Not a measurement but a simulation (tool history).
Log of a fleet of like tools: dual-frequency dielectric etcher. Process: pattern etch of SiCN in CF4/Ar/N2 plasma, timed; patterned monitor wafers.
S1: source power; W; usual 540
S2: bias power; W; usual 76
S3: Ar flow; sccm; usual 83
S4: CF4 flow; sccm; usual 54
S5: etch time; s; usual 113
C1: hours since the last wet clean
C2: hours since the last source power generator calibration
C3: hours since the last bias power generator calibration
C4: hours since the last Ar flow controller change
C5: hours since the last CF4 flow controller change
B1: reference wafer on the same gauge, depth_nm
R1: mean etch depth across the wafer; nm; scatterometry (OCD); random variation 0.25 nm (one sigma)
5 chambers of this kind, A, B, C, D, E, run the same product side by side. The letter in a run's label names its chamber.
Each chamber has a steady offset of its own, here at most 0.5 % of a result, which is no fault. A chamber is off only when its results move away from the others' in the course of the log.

| run | day | S1 | S2 | S3 | S4 | S5 | C1 | C2 | C3 | C4 | C5 | B1 | R1 |
|---|---|---|---|---|---|---|---|---|---|---|---|---|---|
|  | 0.242 | chamber E: wet clean of the chamber |
| 1D | 0.458 | 540 | 76 | 83 | 54 | 113 | 80.8 | 758.6 | 514.1 | 1654.7 | 1717.7 | 99.983 | 114.770 |
| 2B | 1.088 | 540 | 76 | 83 | 54 | 113 | 352.5 | 1058.8 | 609.9 | 554.8 | 2677.2 | 99.999 | 115.140 |
| 3C | 1.588 | 540 | 76 | 83 | 54 | 113 | 516.9 | 4139.0 | 1138.0 | 1207.6 | 3974.7 | 100.030 | 115.520 |
| 4E | 1.992 | 540 | 76 | 83 | 54 | 113 | 42.0 | 1822.0 | 1016.1 | 2520.1 | 60.0 | 99.966 | 114.770 |
| 5A | 2.400 | 540 | 93 | 63 | 54 | 113 | 331.8 | 1992.8 | 1934.8 | 2471.6 | 1353.7 | 100.040 | 128.290 |
| 6C | 2.712 | 540 | 93 | 63 | 54 | 113 | 543.9 | 4166.0 | 1165.0 | 1234.6 | 4001.7 | 100.070 | 128.340 |
| 7B | 3.292 | 540 | 93 | 63 | 54 | 113 | 405.4 | 1111.7 | 662.8 | 607.7 | 2730.1 | 99.987 | 128.350 |
| 8D | 3.604 | 540 | 93 | 63 | 54 | 113 | 156.3 | 834.1 | 589.6 | 1730.2 | 1793.2 | 99.997 | 127.800 |
| 9A | 3.908 | 540 | 93 | 63 | 54 | 113 | 368.0 | 2029.0 | 1971.0 | 2507.8 | 1389.9 | 99.988 | 127.630 |
| 10E | 4.262 | 540 | 76 | 83 | 54 | 113 | 96.5 | 1876.5 | 1070.6 | 2574.6 | 114.5 | 99.997 | 115.050 |
| 11E | 4.762 | 540 | 76 | 83 | 54 | 113 | 108.5 | 1888.5 | 1082.6 | 2586.6 | 126.5 | 100.030 | 115.130 |
| 12A | 5.079 | 540 | 76 | 83 | 54 | 113 | 396.1 | 2057.1 | 1999.1 | 2535.9 | 1418.0 | 99.982 | 114.210 |
|  | 5.208 | chamber B: CF4 flow controller replaced |
| 13C | 5.671 | 540 | 76 | 83 | 54 | 113 | 614.9 | 4237.0 | 1236.0 | 1305.6 | 4072.7 | 100.010 | 115.050 |
| 14B | 6.212 | 540 | 76 | 83 | 54 | 113 | 475.5 | 1181.8 | 732.9 | 677.8 | 24.2 | 99.970 | 114.860 |
| 15D | 6.542 | 540 | 76 | 83 | 54 | 113 | 226.8 | 904.6 | 660.1 | 1800.7 | 1863.7 | 100.010 | 114.850 |
|  | 7.004 | chamber C: source power generator calibrated |
| 16E | 7.129 | 540 | 76 | 83 | 54 | 113 | 165.3 | 1945.3 | 1139.4 | 2643.4 | 183.3 | 99.978 | 114.790 |
|  | 7.596 | chamber B: wet clean of the chamber |
| 17B | 7.608 | 540 | 76 | 83 | 54 | 113 | 0.4 | 1215.3 | 766.4 | 711.3 | 57.7 | 99.985 | 114.890 |
|  | 7.646 | chamber C: wet clean of the chamber |
| 18D | 8.062 | 540 | 76 | 83 | 54 | 113 | 263.3 | 941.1 | 696.6 | 1837.2 | 1900.2 | 100.020 | 114.740 |
| 19A | 8.654 | 540 | 76 | 83 | 54 | 113 | 481.9 | 2142.9 | 2084.9 | 2621.7 | 1503.8 | 100.010 | 114.650 |
| 20C | 8.988 | 540 | 76 | 83 | 54 | 113 | 32.2 | 47.6 | 1315.6 | 1385.2 | 4152.3 | 99.993 | 117.220 |
| 21A | 9.542 | 540 | 76 | 83 | 54 | 113 | 503.2 | 2164.2 | 2106.2 | 2643.0 | 1525.1 | 99.993 | 114.770 |
| 22B | 9.892 | 540 | 76 | 83 | 54 | 94 | 55.2 | 1270.1 | 821.2 | 766.1 | 112.5 | 100.040 | 95.941 |
| 23C | 10.179 | 540 | 76 | 83 | 54 | 94 | 60.8 | 76.2 | 1344.2 | 1413.8 | 4180.9 | 99.970 | 97.614 |
| 24D | 10.821 | 540 | 76 | 83 | 54 | 94 | 329.5 | 1007.3 | 762.8 | 1903.4 | 1966.4 | 99.946 | 95.374 |
| 25E | 11.300 | 540 | 76 | 83 | 54 | 94 | 265.4 | 2045.4 | 1239.5 | 2743.5 | 283.4 | 100.040 | 96.228 |
|  | 11.325 | chamber A: wet clean of the chamber |
| 26E | 11.742 | 540 | 76 | 83 | 54 | 94 | 276.0 | 2056.0 | 1250.1 | 2754.1 | 294.0 | 100.040 | 95.623 |
| 27D | 12.196 | 540 | 76 | 83 | 54 | 113 | 362.5 | 1040.3 | 795.8 | 1936.4 | 1999.4 | 100.070 | 115.420 |
| 28A | 12.821 | 540 | 76 | 83 | 54 | 113 | 35.9 | 2242.9 | 2184.9 | 2721.7 | 1603.8 | 100.020 | 114.290 |
| 29C | 13.121 | 540 | 76 | 83 | 54 | 113 | 131.4 | 146.8 | 1414.8 | 1484.4 | 4251.5 | 99.986 | 117.650 |
| 30B | 13.592 | 540 | 76 | 83 | 54 | 113 | 144.0 | 1358.9 | 910.0 | 854.9 | 201.3 | 99.992 | 115.090 |
| 31E | 14.133 | 540 | 76 | 83 | 54 | 113 | 333.4 | 2113.4 | 1307.5 | 2811.5 | 351.4 | 99.995 | 115.140 |
| 32B | 14.588 | 540 | 76 | 83 | 54 | 113 | 167.9 | 1382.8 | 933.9 | 878.8 | 225.2 | 100.040 | 114.680 |
| 33A | 14.933 | 540 | 76 | 83 | 54 | 113 | 86.6 | 2293.6 | 2235.6 | 2772.4 | 1654.5 | 100.020 | 114.360 |
| 34D | 15.475 | 540 | 76 | 83 | 54 | 113 | 441.2 | 1119.0 | 874.5 | 2015.1 | 2078.1 | 100.050 | 114.480 |
| 35C | 15.946 | 540 | 76 | 83 | 54 | 113 | 199.2 | 214.6 | 1482.6 | 1552.2 | 4319.3 | 100.000 | 117.430 |
| 36A | 16.325 | 540 | 76 | 83 | 54 | 113 | 120.0 | 2327.0 | 2269.0 | 2805.8 | 1687.9 | 99.951 | 114.590 |
| 37D | 16.662 | 540 | 76 | 83 | 54 | 113 | 469.7 | 1147.5 | 903.0 | 2043.6 | 2106.6 | 99.933 | 114.460 |

Next, every chamber runs the same settings. What will each give?
| 38A | 17.129 | 540 | 76 | 83 | 54 | 113 |  |  |  |  |  |  | ? |
| 38B | 17.129 | 540 | 76 | 83 | 54 | 113 |  |  |  |  |  |  | ? |
| 38C | 17.129 | 540 | 76 | 83 | 54 | 113 |  |  |  |  |  |  | ? |
| 38D | 17.129 | 540 | 76 | 83 | 54 | 113 |  |  |  |  |  |  | ? |
| 38E | 17.129 | 540 | 76 | 83 | 54 | 113 |  |  |  |  |  |  | ? |

| run | R1 |
|---|---|
| 38A | 114.760 |
| 38B | 115.040 |
| 38C | 117.520 |
| 38D | 114.810 |
| 38E | 114.970 |
